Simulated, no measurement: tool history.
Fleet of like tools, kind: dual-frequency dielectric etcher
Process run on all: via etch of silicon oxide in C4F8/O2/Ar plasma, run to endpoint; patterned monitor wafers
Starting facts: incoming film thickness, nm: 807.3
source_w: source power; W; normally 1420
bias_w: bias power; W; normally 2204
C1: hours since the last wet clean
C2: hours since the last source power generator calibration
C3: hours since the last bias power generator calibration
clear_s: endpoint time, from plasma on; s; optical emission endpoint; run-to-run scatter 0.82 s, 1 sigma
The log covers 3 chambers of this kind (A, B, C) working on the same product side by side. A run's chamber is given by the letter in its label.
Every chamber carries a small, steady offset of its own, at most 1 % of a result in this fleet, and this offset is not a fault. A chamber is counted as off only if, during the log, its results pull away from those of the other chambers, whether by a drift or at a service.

Run 1C, hour 8.9: usual settings; C1 325.9; C2 2830.7; C3 1978.2. Result: clear_s 178.00 s.
Run 2A, hour 20.3: usual settings; C1 470.9; C2 3475.7; C3 1455.4. Result: clear_s 174.95 s.
Run 3B, hour 26.9: usual settings; C1 89.2; C2 2289.7; C3 3251.7. Result: clear_s 176.88 s.
Run 4B, hour 38.1: usual settings; C1 100.4; C2 2300.9; C3 3262.9. Result: clear_s 177.58 s.
Run 5C, hour 44.8: usual settings but bias_w 2646 W; C1 361.8; C2 2866.6; C3 2014.1. Result: clear_s 168.39 s.
Run 6A, hour 51.2: usual settings but bias_w 2646 W; C1 501.8; C2 3506.6; C3 1486.3. Result: clear_s 165.50 s.
Run 7A, hour 64.5: usual settings but bias_w 2646 W; C1 515.1; C2 3519.9; C3 1499.6. Result: clear_s 165.93 s.
At hour 69.7: chamber B: bias power generator calibrated.
Run 8C, hour 71.9: usual settings; C1 388.9; C2 2893.7; C3 2041.2. Result: clear_s 177.84 s.
Run 9B, hour 84.0: usual settings; C1 146.3; C2 2346.8; C3 14.4. Result: clear_s 176.43 s.
Run 10A, hour 93.5: usual settings; C1 544.1; C2 3548.9; C3 1528.6. Result: clear_s 176.45 s.
Run 11C, hour 99.7: usual settings; C1 416.7; C2 2921.5; C3 2069.0. Result: clear_s 178.29 s.
Run 12B, hour 105.6: usual settings; C1 167.9; C2 2368.4; C3 36.0. Result: clear_s 176.58 s.
Run 13C, hour 117.6: usual settings; C1 434.6; C2 2939.4; C3 2086.9. Result: clear_s 177.88 s.
At hour 119.2: chamber A: wet clean of the chamber.
At hour 123.2: chamber B: source power generator calibrated.
Run 14A, hour 127.0: usual settings but source_w 1270 W; C1 7.8; C2 3582.4; C3 1562.1. Result: clear_s 183.52 s.
Run 15B, hour 134.8: usual settings but source_w 1270 W; C1 197.1; C2 11.6; C3 65.2. Result: clear_s 184.18 s.
Run 16A, hour 145.3: usual settings but source_w 1270 W; C1 26.1; C2 3600.7; C3 1580.4. Result: clear_s 183.65 s.
Run 17C, hour 151.8: usual settings; C1 468.8; C2 2973.6; C3 2121.1. Result: clear_s 177.11 s.
Run 18B, hour 165.6: usual settings; C1 227.9; C2 42.4; C3 96.0. Result: clear_s 176.38 s.
Run 19B, hour 176.1: usual settings; C1 238.4; C2 52.9; C3 106.5. Result: clear_s 177.34 s.
Run 20A, hour 186.9: usual settings; C1 67.7; C2 3642.3; C3 1622.0. Result: clear_s 174.34 s.
At hour 194.3: chamber C: wet clean of the chamber.
Run 21C, hour 200.7: usual settings; C1 6.4; C2 3022.5; C3 2170.0. Result: clear_s 177.33 s.
Run 22C, hour 209.6: usual settings but bias_w 2471 W; C1 15.3; C2 3031.4; C3 2178.9. Result: clear_s 170.16 s.
Run 23B, hour 215.9: usual settings but bias_w 2471 W; C1 278.2; C2 92.7; C3 146.3. Result: clear_s 171.41 s.

All 3 chambers run these settings next. Forecast each chamber's results:
Run 24A, hour 225.7: usual settings. Result: clear_s ?.
Run 24B, hour 225.7: usual settings. Result: clear_s ?.
Run 24C, hour 225.7: usual settings. Result: clear_s ?.

run  clear_s
24A   174.40
24B   178.20
24C   179.62
